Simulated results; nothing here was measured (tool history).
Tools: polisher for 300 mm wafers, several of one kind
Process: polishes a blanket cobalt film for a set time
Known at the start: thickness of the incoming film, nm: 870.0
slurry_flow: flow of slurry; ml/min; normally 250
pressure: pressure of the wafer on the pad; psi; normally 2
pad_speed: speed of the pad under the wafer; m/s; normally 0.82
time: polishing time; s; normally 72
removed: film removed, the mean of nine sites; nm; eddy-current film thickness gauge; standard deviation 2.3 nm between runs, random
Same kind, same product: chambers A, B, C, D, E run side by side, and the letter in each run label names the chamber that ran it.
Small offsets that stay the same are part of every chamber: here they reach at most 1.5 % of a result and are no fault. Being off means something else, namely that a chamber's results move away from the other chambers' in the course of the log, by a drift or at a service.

run   hour  slurry_flow  pressure  pad_speed  time  wafers polished on this pad  hours since the slurry nozzle was cleaned  hours since the head pressure was calibrated  removed
       0.7  -- chamber E: worn pad replaced by a new one
 1A    4.6          250         2       0.82    72                          457                                       17.6                                           704   249.15
       7.9  -- chamber A: worn pad replaced by a new one
 2E     10          250         2       0.82    72                          136                                       35.5                                          13.5   245.19
 3D     15          250         2       0.82    72                          554                                      692.7                                           344   245.58
      16.9  -- chamber D: worn pad replaced by a new one
 4B   18.6          250         2       0.82    72                          347                                      369.2                                        1110.2   239.87
 5C   25.2          250         2       0.82    72                         1128                                        174                                         864.2   243.58
      28.9  -- chamber B: head pressure recalibrated
 6C     31          250         2       0.82    72                         1213                                      179.8                                           870   251.21
      32.9  -- chamber C: worn pad replaced by a new one
 7B   34.7          250         2       0.82    72                          583                                      385.3                                           5.8   242.63
 8E   39.3          250         2       0.82    72                          565                                       64.8                                          42.8   247.29
      41.9  -- chamber A: worn pad replaced by a new one
 9D   45.1          165       1.4       0.82    72                          414                                      722.8                                         374.1   162.22
10A   50.9          165       1.4       0.82    72                          133                                       63.9                                         750.3   164.21
11C   57.5          165       1.4       0.82    72                          361                                      206.3                                         896.5   164.25
12B   63.2          165       1.4       0.82    72                         1001                                      413.8                                          34.3    162.6
      65.3  -- chamber D: worn pad replaced by a new one
13A   68.2          165       1.4       0.82    72                          386                                       81.2                                         767.6   161.29
      72.8  -- chamber A: head pressure recalibrated
14E   75.4          250         2       0.82    72                         1095                                      100.9                                          78.9   247.11
      77.3  -- chamber A: worn pad replaced by a new one
      80.4  -- chamber E: worn pad replaced by a new one
15D   81.2          250         2       0.82    72                          234                                      758.9                                         410.2   242.11
      83.6  -- chamber B: worn pad replaced by a new one
16C   86.8          250       1.4       0.82    86                          790                                      235.6                                         925.8   206.57
17B   92.9          250       1.4       0.82    86                          136                                      443.5                                            64   204.89
18A   99.7          250       1.4       0.82    86                          328                                      112.7                                          26.9   207.61
19E  103.2          250       1.4       0.82    86                          335                                      128.7                                         106.7   208.51
20D  107.6          250       1.4       0.82    86                          621                                      785.3                                         436.6   207.46
     110.5  -- chamber D: worn pad replaced by a new one
21A  112.2          250         2       0.82    72                          511                                      125.2                                          39.4   248.87
     112.3  -- chamber A: worn pad replaced by a new one
22E  118.2          250         2       0.82    72                          555                                      143.7                                         121.7   246.22
23D  123.5          250         2       0.82    72                          190                                      801.2                                         452.5   246.55
24C  130.3          250         2       0.82    72                         1428                                      279.1                                         969.3   249.27
     130.8  -- chamber C: worn pad replaced by a new one
25B  137.6          250         2       0.82    72                          792                                      488.2                                         108.7    246.2
26D  145.1          250         2       0.82    72                          507                                      822.8                                         474.1   251.12
     146.8  -- chamber D: worn pad replaced by a new one
27C  150.7          250         2       0.82    72                          292                                      299.5                                         989.7   247.42
28A  155.7          205       1.7       0.82    72                          636                                      168.7                                          82.9   207.57
     156.2  -- chamber A: worn pad replaced by a new one
29B  162.8          205       1.7       0.82    72                         1161                                      513.4                                         133.9   201.12
30E  168.4          205       1.7       0.82    72                         1290                                      193.9                                         171.9   205.19
       169  -- chamber E: worn pad replaced by a new one
31D  172.6          205       1.7       0.82    72                          379                                      850.3                                         501.6   203.76
32A  176.5          205       1.7       0.82    72                          298                                      189.5                                         103.7   204.41
33B  180.5          250         2       0.82    72                         1420                                      531.1                                         151.6   241.65
34E  184.3          250         2       1.06    72                          225                                      209.8                                         187.8   321.05
35C  189.7          250         2       1.06    72                          864                                      338.5                                        1028.7    318.8

Decide between three cases: one chamber stands off from its peers, the gauge reading all wafers drifts, or nothing is wrong past each chamber's small offset. Where a chamber is off, say which and what most likely put it there.

No chamber is off and the gauge is stable; the differences are just each chamber's small, constant offset.

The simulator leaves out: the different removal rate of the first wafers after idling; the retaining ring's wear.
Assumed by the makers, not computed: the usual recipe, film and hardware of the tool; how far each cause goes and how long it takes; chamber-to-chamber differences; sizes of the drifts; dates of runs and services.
